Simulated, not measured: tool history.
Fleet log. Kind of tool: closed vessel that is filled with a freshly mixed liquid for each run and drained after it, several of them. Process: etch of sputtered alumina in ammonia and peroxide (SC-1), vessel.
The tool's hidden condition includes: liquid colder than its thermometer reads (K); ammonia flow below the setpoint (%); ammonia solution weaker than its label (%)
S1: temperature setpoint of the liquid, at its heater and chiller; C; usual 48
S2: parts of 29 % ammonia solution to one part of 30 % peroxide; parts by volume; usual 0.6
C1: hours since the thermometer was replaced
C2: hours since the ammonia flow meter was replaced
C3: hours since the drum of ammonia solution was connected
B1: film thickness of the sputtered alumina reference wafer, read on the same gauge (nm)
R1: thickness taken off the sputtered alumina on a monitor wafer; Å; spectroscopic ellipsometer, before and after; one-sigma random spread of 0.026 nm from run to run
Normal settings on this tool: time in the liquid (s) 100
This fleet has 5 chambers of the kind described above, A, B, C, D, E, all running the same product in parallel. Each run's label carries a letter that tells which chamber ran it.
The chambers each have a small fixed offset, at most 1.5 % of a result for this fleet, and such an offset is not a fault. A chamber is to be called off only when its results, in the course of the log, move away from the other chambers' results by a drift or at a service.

run 1C hour=6.7 | S1=48 S2=0.6 time_in_the_liquid_(s)=100 | C1=1189.1 C2=555.4 C3=102.6 | B1=140.03 | R1=51.955
run 2B hour=15.3 | S1=48 S2=0.6 time_in_the_liquid_(s)=100 | C1=188.8 C2=427.2 C3=63.4 | B1=140.02 | R1=52.434
run 3E hour=19.3 | S1=48 S2=0.6 time_in_the_liquid_(s)=100 | C1=507.8 C2=44.6 C3=219.3 | B1=140.04 | R1=51.621
run 4A hour=24.1 | S1=48 S2=0.6 time_in_the_liquid_(s)=100 | C1=478.8 C2=478.5 C3=333.5 | B1=140.01 | R1=52.268
run 5D hour=32.5 | S1=48 S2=0.6 time_in_the_liquid_(s)=100 | C1=950.4 C2=1888.7 C3=185.3 | B1=139.96 | R1=52.742
run 6D hour=39.7 | S1=48 S2=0.6 time_in_the_liquid_(s)=100 | C1=957.6 C2=1895.9 C3=192.5 | B1=140 | R1=52.532
run 7A hour=44.5 | S1=48 S2=0.6 time_in_the_liquid_(s)=100 | C1=499.2 C2=498.9 C3=353.9 | B1=140.02 | R1=52.114
run 8C hour=53.4 | S1=48 S2=0.4 time_in_the_liquid_(s)=100 | C1=1235.8 C2=602.1 C3=149.3 | B1=139.98 | R1=50.229
run 9E hour=60 | S1=48 S2=0.4 time_in_the_liquid_(s)=100 | C1=548.5 C2=85.3 C3=260 | B1=140.02 | R1=49.669
run 10B hour=69 | S1=48 S2=0.4 time_in_the_liquid_(s)=100 | C1=242.5 C2=480.9 C3=117.1 | B1=140.02 | R1=51.201
run 11E hour=77.5 | S1=48 S2=0.4 time_in_the_liquid_(s)=100 | C1=566 C2=102.8 C3=277.5 | B1=140.02 | R1=49.956
run 12B hour=85.3 | S1=48 S2=0.4 time_in_the_liquid_(s)=100 | C1=258.8 C2=497.2 C3=133.4 | B1=140.02 | R1=50.719
run 13A hour=94.3 | S1=48 S2=0.6 time_in_the_liquid_(s)=100 | C1=549 C2=548.7 C3=403.7 | B1=140 | R1=52.087
run 14C hour=100.9 | S1=48 S2=0.6 time_in_the_liquid_(s)=100 | C1=1283.3 C2=649.6 C3=196.8 | B1=140.03 | R1=51.651
-- hour=105.3 chamber E: new drum of ammonia solution connected
run 15D hour=107.7 | S1=48 S2=0.6 time_in_the_liquid_(s)=100 | C1=1025.6 C2=1963.9 C3=260.5 | B1=140.02 | R1=52.747
run 16B hour=113 | S1=48 S2=0.6 time_in_the_liquid_(s)=100 | C1=286.5 C2=524.9 C3=161.1 | B1=139.99 | R1=52.37
run 17A hour=117.1 | S1=53.5 S2=0.6 time_in_the_liquid_(s)=40 | C1=571.8 C2=571.5 C3=426.5 | B1=140.01 | R1=28.147
run 18D hour=121.5 | S1=53.5 S2=0.6 time_in_the_liquid_(s)=40 | C1=1039.4 C2=1977.7 C3=274.3 | B1=140 | R1=28.248
run 19C hour=128.6 | S1=53.5 S2=0.6 time_in_the_liquid_(s)=40 | C1=1311 C2=677.3 C3=224.5 | B1=139.98 | R1=28.242
run 20E hour=136.3 | S1=53.5 S2=0.6 time_in_the_liquid_(s)=40 | C1=624.8 C2=161.6 C3=31 | B1=139.98 | R1=27.929
run 21A hour=144.3 | S1=53.5 S2=0.6 time_in_the_liquid_(s)=40 | C1=599 C2=598.7 C3=453.7 | B1=139.99 | R1=28.418
run 22D hour=152.4 | S1=48 S2=0.6 time_in_the_liquid_(s)=100 | C1=1070.3 C2=2008.6 C3=305.2 | B1=139.96 | R1=52.558
run 23C hour=157.1 | S1=48 S2=0.6 time_in_the_liquid_(s)=100 | C1=1339.5 C2=705.8 C3=253 | B1=139.98 | R1=52.675
run 24E hour=164 | S1=48 S2=0.6 time_in_the_liquid_(s)=100 | C1=652.5 C2=189.3 C3=58.7 | B1=140 | R1=51.438
run 25B hour=169 | S1=48 S2=0.6 time_in_the_liquid_(s)=100 | C1=342.5 C2=580.9 C3=217.1 | B1=140 | R1=52.679
-- hour=173.9 chamber B: new drum of ammonia solution connected
run 26B hour=174.2 | S1=48 S2=0.6 time_in_the_liquid_(s)=100 | C1=347.7 C2=586.1 C3=0.3 | B1=139.97 | R1=52.97
run 27D hour=181.9 | S1=48 S2=0.6 time_in_the_liquid_(s)=50 | C1=1099.8 C2=2038.1 C3=334.7 | B1=139.97 | R1=26.273
run 28C hour=185.9 | S1=48 S2=0.6 time_in_the_liquid_(s)=50 | C1=1368.3 C2=734.6 C3=281.8 | B1=139.97 | R1=26.1
run 29E hour=193.5 | S1=48 S2=0.6 time_in_the_liquid_(s)=50 | C1=682 C2=218.8 C3=88.2 | B1=140.01 | R1=26.156
run 30A hour=200.6 | S1=48 S2=0.6 time_in_the_liquid_(s)=50 | C1=655.3 C2=655 C3=510 | B1=140.01 | R1=26.077
run 31A hour=209.5 | S1=48 S2=0.6 time_in_the_liquid_(s)=50 | C1=664.2 C2=663.9 C3=518.9 | B1=139.97 | R1=25.897
run 32E hour=213.9 | S1=48 S2=0.6 time_in_the_liquid_(s)=100 | C1=702.4 C2=239.2 C3=108.6 | B1=139.97 | R1=51.952
run 33C hour=219.4 | S1=48 S2=0.6 time_in_the_liquid_(s)=100 | C1=1401.8 C2=768.1 C3=315.3 | B1=140.01 | R1=51.782

Is one chamber out of step, is the gauge drifting, or do the chambers differ by no more than their own small offsets? For an off chamber, give its letter and the likeliest cause.

Neither any chamber nor the gauge drifts; the chambers differ only by their own small, steady offsets.
